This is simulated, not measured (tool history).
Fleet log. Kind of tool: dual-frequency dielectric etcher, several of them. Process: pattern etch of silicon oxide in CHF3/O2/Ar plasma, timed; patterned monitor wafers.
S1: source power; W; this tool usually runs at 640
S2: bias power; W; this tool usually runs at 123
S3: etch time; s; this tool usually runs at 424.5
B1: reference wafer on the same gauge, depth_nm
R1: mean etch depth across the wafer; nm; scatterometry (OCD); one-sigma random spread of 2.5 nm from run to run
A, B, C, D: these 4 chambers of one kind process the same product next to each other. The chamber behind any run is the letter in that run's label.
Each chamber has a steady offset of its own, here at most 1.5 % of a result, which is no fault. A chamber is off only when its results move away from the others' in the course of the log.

run	day	S1	S2	S3	B1	R1
1B	0.367	640	123	424.5	850.39	758.81
2A	0.712	640	123	424.5	849.94	751.87
3C	1.075	640	123	424.5	850.61	757.33
4D	1.467	640	123	424.5	849.40	761.39
5A	1.854	640	123	424.5	850.25	750.82
6D	2.029	640	123	424.5	850.34	766.57
7C	2.242	640	123	424.5	850.45	758.68
8B	2.608	640	123	424.5	850.20	760.94
9C	3.017	640	123	424.5	849.96	756.66
10D	3.225	640	123	424.5	850.30	757.38
11A	3.558	640	123	424.5	849.91	754.02
12B	3.950	640	123	424.5	850.37	765.21
13D	4.217	640	123	424.5	849.62	758.17
14C	4.583	640	123	424.5	849.73	753.41
15B	4.942	640	123	424.5	850.64	763.20
16A	5.175	640	123	424.5	850.66	750.65
17B	5.433	640	123	424.5	850.52	759.84
# day 5.562: chamber B: wet clean of the chamber
18C	5.762	640	123	424.5	849.97	748.84
19D	6.171	640	123	424.5	849.05	761.64
20A	6.371	640	123	424.5	849.61	747.77
21B	6.700	640	123	424.5	849.44	764.87
22A	7.008	640	123	424.5	850.15	752.33
23D	7.396	640	123	424.5	849.91	758.18
24C	7.650	640	123	424.5	850.21	746.01
25D	7.850	640	123	424.5	850.07	765.73

Each of the 4 chambers runs these same settings next. Fill in every chamber's results:
26A	8.142	640	123	377.5		?
26B	8.142	640	123	377.5		?
26C	8.142	640	123	377.5		?
26D	8.142	640	123	377.5		?

run	R1
26A	666.18
26B	675.42
26C	661.15
26D	676.74
